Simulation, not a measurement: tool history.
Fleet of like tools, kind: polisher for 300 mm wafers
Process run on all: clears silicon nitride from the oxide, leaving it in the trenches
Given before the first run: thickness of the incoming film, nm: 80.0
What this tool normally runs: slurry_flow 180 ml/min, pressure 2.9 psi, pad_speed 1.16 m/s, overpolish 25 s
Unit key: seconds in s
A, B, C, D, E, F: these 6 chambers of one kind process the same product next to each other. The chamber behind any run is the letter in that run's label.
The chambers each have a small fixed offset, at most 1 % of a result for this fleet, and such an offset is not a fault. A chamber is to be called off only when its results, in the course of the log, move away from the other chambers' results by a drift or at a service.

Run 1E, hour 6.5: usual settings. Result: seconds 74.392 s.
Run 2C, hour 15.1: usual settings. Result: seconds 72.820 s.
Run 3F, hour 23.1: usual settings. Result: seconds 73.383 s.
At hour 32.9: chamber E: worn pad replaced by a new one.
Run 4A, hour 35.5: usual settings. Result: seconds 74.072 s.
Run 5D, hour 44.4: usual settings. Result: seconds 74.623 s.
At hour 50.1: chamber A: worn pad replaced by a new one.
Run 6B, hour 50.8: usual settings. Result: seconds 72.554 s.
At hour 56.7: chamber D: worn pad replaced by a new one.
Run 7B, hour 61.7: usual settings. Result: seconds 74.230 s.
At hour 65.2: chamber B: head pressure recalibrated.
Run 8F, hour 72.9: usual settings but pressure 2.3 psi. Result: seconds 94.929 s.
At hour 74.1: chamber A: slurry nozzle cleaned.
At hour 77.3: chamber B: worn pad replaced by a new one.
Run 9E, hour 80.9: usual settings but pressure 2.3 psi. Result: seconds 92.428 s.
Run 10A, hour 93.5: usual settings but pressure 2.3 psi. Result: seconds 91.702 s.
At hour 102.2: chamber C: slurry nozzle cleaned.
Run 11C, hour 102.5: usual settings but pressure 2.3 psi. Result: seconds 92.022 s.
Run 12D, hour 111.2: usual settings but pressure 2.3 psi. Result: seconds 94.596 s.
Run 13E, hour 122.1: usual settings but pressure 2.3 psi. Result: seconds 96.134 s.
At hour 123.5: chamber C: worn pad replaced by a new one.
Run 14D, hour 133.8: usual settings. Result: seconds 74.378 s.
Run 15F, hour 140.6: usual settings. Result: seconds 72.812 s.
At hour 141.4: chamber C: head pressure recalibrated.
At hour 144.1: chamber A: worn pad replaced by a new one.
At hour 149.5: chamber D: worn pad replaced by a new one.
Run 16B, hour 152.9: usual settings. Result: seconds 72.552 s.
At hour 156.1: chamber B: worn pad replaced by a new one.
Run 17C, hour 165.2: usual settings but slurry_flow 240 ml/min. Result: seconds 77.410 s.
At hour 168.4: chamber F: worn pad replaced by a new one.
Run 18A, hour 175.4: usual settings but slurry_flow 240 ml/min. Result: seconds 70.690 s.
At hour 175.6: chamber E: slurry nozzle cleaned.
At hour 176.0: chamber E: worn pad replaced by a new one.
Run 19F, hour 182.2: usual settings but slurry_flow 240 ml/min. Result: seconds 70.865 s.
At hour 183.3: chamber B: slurry nozzle cleaned.
At hour 192.3: chamber A: head pressure recalibrated.
Run 20C, hour 193.4: usual settings but slurry_flow 240 ml/min. Result: seconds 78.776 s.
Run 21B, hour 204.5: usual settings but slurry_flow 240 ml/min. Result: seconds 71.457 s.
At hour 205.9: chamber D: slurry nozzle cleaned.
Run 22D, hour 214.5: usual settings but slurry_flow 240 ml/min. Result: seconds 71.181 s.
Run 23A, hour 223.4: usual settings but slurry_flow 140 ml/min, pressure 3.7 psi. Result: seconds 60.706 s.
At hour 230.7: chamber B: worn pad replaced by a new one.
At hour 233.8: chamber A: worn pad replaced by a new one.
Run 24E, hour 234.7: usual settings but slurry_flow 140 ml/min, pressure 3.7 psi. Result: seconds 60.600 s.
At hour 236.4: chamber D: worn pad replaced by a new one.
Run 25A, hour 246.7: usual settings but slurry_flow 140 ml/min, pressure 3.7 psi. Result: seconds 60.496 s.
Run 26C, hour 253.0: usual settings but slurry_flow 140 ml/min, pressure 3.7 psi. Result: seconds 66.719 s.
Run 27B, hour 265.3: usual settings but slurry_flow 140 ml/min, pressure 3.7 psi. Result: seconds 59.908 s.
At hour 273.8: chamber F: head pressure recalibrated.
Run 28E, hour 273.8: usual settings but slurry_flow 140 ml/min, pressure 3.7 psi. Result: seconds 60.077 s.
At hour 277.7: chamber C: worn pad replaced by a new one.
Run 29F, hour 285.3: usual settings. Result: seconds 73.615 s.
Run 30D, hour 295.9: usual settings. Result: seconds 73.166 s.
At hour 298.8: chamber E: worn pad replaced by a new one.
Run 31B, hour 304.7: usual settings. Result: seconds 73.704 s.
At hour 313.5: chamber D: worn pad replaced by a new one.
Run 32F, hour 313.5: usual settings. Result: seconds 75.576 s.
At hour 318.2: chamber B: worn pad replaced by a new one.
Run 33D, hour 325.5: usual settings. Result: seconds 72.427 s.
At hour 327.0: chamber A: worn pad replaced by a new one.
Run 34E, hour 332.9: usual settings. Result: seconds 74.751 s.
Run 35C, hour 340.2: usual settings. Result: seconds 82.790 s.
At hour 345.9: chamber F: worn pad replaced by a new one.
Run 36A, hour 346.5: usual settings. Result: seconds 74.250 s.
Run 37B, hour 360.2: usual settings. Result: seconds 73.321 s.
Run 38F, hour 367.7: usual settings. Result: seconds 73.669 s.
Run 39E, hour 378.8: usual settings. Result: seconds 74.246 s.
Run 40D, hour 391.5: usual settings. Result: seconds 75.345 s.
At hour 395.7: chamber D: worn pad replaced by a new one.
Run 41C, hour 400.1: usual settings. Result: seconds 82.342 s.
At hour 405.8: chamber A: worn pad replaced by a new one.
Run 42A, hour 406.1: usual settings. Result: seconds 74.286 s.
At hour 416.8: chamber E: worn pad replaced by a new one.
Run 43D, hour 418.9: usual settings. Result: seconds 72.760 s.
Run 44E, hour 425.8: usual settings. Result: seconds 72.365 s.

Next, every chamber runs the same settings. What will each give?
Run 45A, hour 435.6: usual settings but pad_speed 0.90 m/s. Result: seconds ?.
Run 45B, hour 435.6: usual settings but pad_speed 0.90 m/s. Result: seconds ?.
Run 45C, hour 435.6: usual settings but pad_speed 0.90 m/s. Result: seconds ?.
Run 45D, hour 435.6: usual settings but pad_speed 0.90 m/s. Result: seconds ?.
Run 45E, hour 435.6: usual settings but pad_speed 0.90 m/s. Result: seconds ?.
Run 45F, hour 435.6: usual settings but pad_speed 0.90 m/s. Result: seconds ?.

run  seconds
45A   96.567
45B   91.100
45C  106.300
45D   95.227
45E   97.555
45F   94.820

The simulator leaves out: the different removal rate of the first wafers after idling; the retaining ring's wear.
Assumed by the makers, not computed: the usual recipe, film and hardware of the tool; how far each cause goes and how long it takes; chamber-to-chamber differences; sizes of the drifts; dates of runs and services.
